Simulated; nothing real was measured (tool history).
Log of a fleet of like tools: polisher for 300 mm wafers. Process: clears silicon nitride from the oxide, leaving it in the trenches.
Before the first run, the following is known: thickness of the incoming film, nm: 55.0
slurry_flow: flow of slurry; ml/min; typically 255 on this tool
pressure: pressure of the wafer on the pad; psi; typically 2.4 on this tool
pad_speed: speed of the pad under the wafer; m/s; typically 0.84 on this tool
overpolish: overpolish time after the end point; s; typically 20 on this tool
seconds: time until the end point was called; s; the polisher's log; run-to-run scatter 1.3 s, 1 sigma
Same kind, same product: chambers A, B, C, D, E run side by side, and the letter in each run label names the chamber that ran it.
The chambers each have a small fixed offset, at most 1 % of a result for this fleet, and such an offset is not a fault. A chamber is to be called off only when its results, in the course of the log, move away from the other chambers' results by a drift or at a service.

-- day=0.104 chamber A: worn pad replaced by a new one
run 1C day=0.417 | slurry_flow=255 pressure=2.4 pad_speed=0.84 overpolish=20 | seconds=68.935
run 2D day=0.842 | slurry_flow=255 pressure=2.4 pad_speed=0.84 overpolish=20 | seconds=68.516
-- day=0.846 chamber A: slurry nozzle cleaned
run 3A day=1.171 | slurry_flow=255 pressure=2.4 pad_speed=0.84 overpolish=20 | seconds=70.648
run 4E day=1.546 | slurry_flow=255 pressure=2.4 pad_speed=0.84 overpolish=20 | seconds=71.136
-- day=1.629 chamber E: head pressure recalibrated
-- day=1.654 chamber B: worn pad replaced by a new one
run 5B day=1.812 | slurry_flow=255 pressure=2.4 pad_speed=0.84 overpolish=20 | seconds=68.620
-- day=2.021 chamber C: worn pad replaced by a new one
run 6E day=2.221 | slurry_flow=190 pressure=2.4 pad_speed=0.84 overpolish=13 | seconds=73.228
run 7C day=2.488 | slurry_flow=190 pressure=2.4 pad_speed=0.84 overpolish=13 | seconds=71.886
-- day=2.658 chamber E: worn pad replaced by a new one
run 8A day=2.875 | slurry_flow=190 pressure=2.4 pad_speed=0.84 overpolish=13 | seconds=70.574
run 9D day=3.154 | slurry_flow=190 pressure=2.4 pad_speed=0.84 overpolish=13 | seconds=72.896
-- day=3.262 chamber D: worn pad replaced by a new one
run 10B day=3.458 | slurry_flow=190 pressure=2.4 pad_speed=0.84 overpolish=13 | seconds=70.311
-- day=3.583 chamber A: worn pad replaced by a new one
run 11B day=3.938 | slurry_flow=255 pressure=2.4 pad_speed=0.84 overpolish=20 | seconds=70.310
run 12C day=4.354 | slurry_flow=255 pressure=2.4 pad_speed=0.84 overpolish=20 | seconds=69.739
-- day=4.500 chamber B: worn pad replaced by a new one
run 13E day=4.758 | slurry_flow=255 pressure=2.4 pad_speed=0.84 overpolish=20 | seconds=69.274
run 14A day=5.238 | slurry_flow=255 pressure=2.4 pad_speed=0.84 overpolish=20 | seconds=67.566
run 15D day=5.646 | slurry_flow=255 pressure=2.4 pad_speed=0.84 overpolish=20 | seconds=69.981
run 16B day=6.154 | slurry_flow=255 pressure=2.4 pad_speed=0.84 overpolish=20 | seconds=70.168
-- day=6.479 chamber A: worn pad replaced by a new one
-- day=6.525 chamber C: worn pad replaced by a new one
run 17E day=6.533 | slurry_flow=255 pressure=2.4 pad_speed=0.84 overpolish=20 | seconds=70.196
-- day=6.992 chamber E: worn pad replaced by a new one
run 18A day=7.029 | slurry_flow=255 pressure=2.4 pad_speed=0.84 overpolish=20 | seconds=71.485
-- day=7.142 chamber D: worn pad replaced by a new one
run 19C day=7.358 | slurry_flow=255 pressure=2.4 pad_speed=0.84 overpolish=20 | seconds=70.590
-- day=7.646 chamber B: worn pad replaced by a new one
run 20D day=7.671 | slurry_flow=255 pressure=2.4 pad_speed=0.84 overpolish=20 | seconds=75.451
-- day=7.875 chamber B: slurry nozzle cleaned
-- day=7.883 chamber C: head pressure recalibrated
run 21E day=8.058 | slurry_flow=255 pressure=2.4 pad_speed=0.84 overpolish=20 | seconds=70.503
run 22B day=8.479 | slurry_flow=255 pressure=2.4 pad_speed=0.84 overpolish=20 | seconds=69.509
run 23A day=8.938 | slurry_flow=255 pressure=2.4 pad_speed=0.84 overpolish=20 | seconds=72.452
run 24D day=9.317 | slurry_flow=255 pressure=2.4 pad_speed=0.84 overpolish=20 | seconds=74.826
-- day=9.721 chamber A: worn pad replaced by a new one
run 25C day=9.792 | slurry_flow=255 pressure=2.4 pad_speed=0.84 overpolish=20 | seconds=69.158
run 26C day=10.171 | slurry_flow=255 pressure=2.4 pad_speed=0.84 overpolish=20 | seconds=69.648
run 27E day=10.608 | slurry_flow=255 pressure=2.4 pad_speed=0.84 overpolish=20 | seconds=67.947
-- day=10.921 chamber B: worn pad replaced by a new one
run 28B day=11.100 | slurry_flow=255 pressure=2.4 pad_speed=0.84 overpolish=20 | seconds=68.227
-- day=11.325 chamber D: worn pad replaced by a new one
-- day=11.454 chamber E: worn pad replaced by a new one
run 29A day=11.600 | slurry_flow=255 pressure=2.4 pad_speed=0.84 overpolish=20 | seconds=69.669
run 30D day=11.933 | slurry_flow=255 pressure=2.4 pad_speed=0.84 overpolish=20 | seconds=77.313
run 31E day=12.400 | slurry_flow=255 pressure=2.4 pad_speed=0.84 overpolish=20 | seconds=68.778
run 32A day=12.688 | slurry_flow=255 pressure=2.4 pad_speed=0.84 overpolish=20 | seconds=71.613

Predict what each chamber gives when all 5 of them run the settings below next.
run 33A day=13.054 | slurry_flow=205 pressure=2.4 pad_speed=0.84 overpolish=20 | seconds=?
run 33B day=13.054 | slurry_flow=205 pressure=2.4 pad_speed=0.84 overpolish=20 | seconds=?
run 33C day=13.054 | slurry_flow=205 pressure=2.4 pad_speed=0.84 overpolish=20 | seconds=?
run 33D day=13.054 | slurry_flow=205 pressure=2.4 pad_speed=0.84 overpolish=20 | seconds=?
run 33E day=13.054 | slurry_flow=205 pressure=2.4 pad_speed=0.84 overpolish=20 | seconds=?

run=33A seconds=73.282
run=33B seconds=69.732
run=33C seconds=72.713
run=33D seconds=81.842
run=33E seconds=68.975

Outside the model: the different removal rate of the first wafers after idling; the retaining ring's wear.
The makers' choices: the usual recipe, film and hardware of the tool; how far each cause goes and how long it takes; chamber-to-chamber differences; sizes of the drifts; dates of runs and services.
